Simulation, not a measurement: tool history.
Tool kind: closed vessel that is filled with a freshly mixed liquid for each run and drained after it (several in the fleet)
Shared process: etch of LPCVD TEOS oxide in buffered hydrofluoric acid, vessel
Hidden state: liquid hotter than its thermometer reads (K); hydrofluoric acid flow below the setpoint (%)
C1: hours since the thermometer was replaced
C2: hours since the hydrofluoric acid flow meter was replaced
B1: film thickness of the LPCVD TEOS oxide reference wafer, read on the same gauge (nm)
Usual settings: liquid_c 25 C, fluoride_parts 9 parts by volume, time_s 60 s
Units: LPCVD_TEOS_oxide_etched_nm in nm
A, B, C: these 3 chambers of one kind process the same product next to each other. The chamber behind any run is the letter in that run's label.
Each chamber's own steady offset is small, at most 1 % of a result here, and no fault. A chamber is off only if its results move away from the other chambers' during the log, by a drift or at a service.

Run 1B, hour 5.3: usual settings; C1 1817.9; C2 889.5; B1 119.99. Result: LPCVD_TEOS_oxide_etched_nm 171.62 nm.
Run 2C, hour 8.9: usual settings; C1 1343.9; C2 194.7; B1 120.05. Result: LPCVD_TEOS_oxide_etched_nm 168.94 nm.
Run 3A, hour 13.5: usual settings; C1 315.2; C2 1558.8; B1 120.01. Result: LPCVD_TEOS_oxide_etched_nm 171.55 nm.
Run 4C, hour 17.6: usual settings; C1 1352.6; C2 203.4; B1 120.03. Result: LPCVD_TEOS_oxide_etched_nm 165.77 nm.
Run 5A, hour 22.9: usual settings; C1 324.6; C2 1568.2; B1 120.04. Result: LPCVD_TEOS_oxide_etched_nm 177.48 nm.
Run 6B, hour 28.4: usual settings; C1 1841; C2 912.6; B1 120.02. Result: LPCVD_TEOS_oxide_etched_nm 169.9 nm.
Run 7C, hour 32.9: usual settings; C1 1367.9; C2 218.7; B1 120.02. Result: LPCVD_TEOS_oxide_etched_nm 170.42 nm.
Run 8A, hour 36.5: usual settings; C1 338.2; C2 1581.8; B1 120. Result: LPCVD_TEOS_oxide_etched_nm 176.35 nm.
Run 9B, hour 40.2: usual settings; C1 1852.8; C2 924.4; B1 120.01. Result: LPCVD_TEOS_oxide_etched_nm 172.11 nm.
Run 10A, hour 45.8: usual settings; C1 347.5; C2 1591.1; B1 120. Result: LPCVD_TEOS_oxide_etched_nm 178.08 nm.
Run 11C, hour 49.9: usual settings; C1 1384.9; C2 235.7; B1 120.02. Result: LPCVD_TEOS_oxide_etched_nm 170.52 nm.
Run 12B, hour 52.6: usual settings but liquid_c 28 C, fluoride_parts 12 parts by volume; C1 1865.2; C2 936.8; B1 120.01. Result: LPCVD_TEOS_oxide_etched_nm 157.19 nm.
Run 13C, hour 55.2: usual settings but liquid_c 28 C, fluoride_parts 12 parts by volume; C1 1390.2; C2 241; B1 120. Result: LPCVD_TEOS_oxide_etched_nm 156.28 nm.
Run 14A, hour 59.5: usual settings but liquid_c 28 C, fluoride_parts 12 parts by volume; C1 361.2; C2 1604.8; B1 119.95. Result: LPCVD_TEOS_oxide_etched_nm 164.6 nm.
Run 15B, hour 62.2: usual settings; C1 1874.8; C2 946.4; B1 120. Result: LPCVD_TEOS_oxide_etched_nm 170.71 nm.
Run 16C, hour 65: usual settings; C1 1400; C2 250.8; B1 120. Result: LPCVD_TEOS_oxide_etched_nm 167.19 nm.
Run 17B, hour 69.4: usual settings; C1 1882; C2 953.6; B1 119.99. Result: LPCVD_TEOS_oxide_etched_nm 171.52 nm.
Run 18A, hour 73.9: usual settings but liquid_c 23 C; C1 375.6; C2 1619.2; B1 120.02. Result: LPCVD_TEOS_oxide_etched_nm 162.94 nm.
Run 19A, hour 77.4: usual settings but liquid_c 23 C; C1 379.1; C2 1622.7; B1 119.96. Result: LPCVD_TEOS_oxide_etched_nm 164.34 nm.
Run 20C, hour 82.9: usual settings but liquid_c 23 C; C1 1417.9; C2 268.7; B1 119.98. Result: LPCVD_TEOS_oxide_etched_nm 152.65 nm.
Run 21B, hour 87.4: usual settings; C1 1900; C2 971.6; B1 120. Result: LPCVD_TEOS_oxide_etched_nm 169.95 nm.
Run 22B, hour 92.9: usual settings; C1 1905.5; C2 977.1; B1 120.01. Result: LPCVD_TEOS_oxide_etched_nm 172.17 nm.
Run 23A, hour 95.7: usual settings; C1 397.4; C2 1641; B1 120.04. Result: LPCVD_TEOS_oxide_etched_nm 184.64 nm.
Run 24C, hour 99.9: usual settings but liquid_c 23.5 C, fluoride_parts 11.5 parts by volume; C1 1434.9; C2 285.7; B1 120.03. Result: LPCVD_TEOS_oxide_etched_nm 130.18 nm.
Run 25B, hour 103.5: usual settings but liquid_c 23.5 C, fluoride_parts 11.5 parts by volume; C1 1916.1; C2 987.7; B1 119.97. Result: LPCVD_TEOS_oxide_etched_nm 128.14 nm.
Run 26A, hour 108.2: usual settings but liquid_c 23.5 C, fluoride_parts 11.5 parts by volume; C1 409.9; C2 1653.5; B1 120.03. Result: LPCVD_TEOS_oxide_etched_nm 141.15 nm.
Run 27C, hour 112.4: usual settings; C1 1447.4; C2 298.2; B1 120.02. Result: LPCVD_TEOS_oxide_etched_nm 168.96 nm.

For the next run the whole fleet of 3 chambers uses the same settings. Give each chamber's results:
Run 28A, hour 116.4: usual settings. Result: LPCVD_TEOS_oxide_etched_nm ?.
Run 28B, hour 116.4: usual settings. Result: LPCVD_TEOS_oxide_etched_nm ?.
Run 28C, hour 116.4: usual settings. Result: LPCVD_TEOS_oxide_etched_nm ?.

run  LPCVD_TEOS_oxide_etched_nm
28A                      187.09
28B                      171.02
28C                      168.21
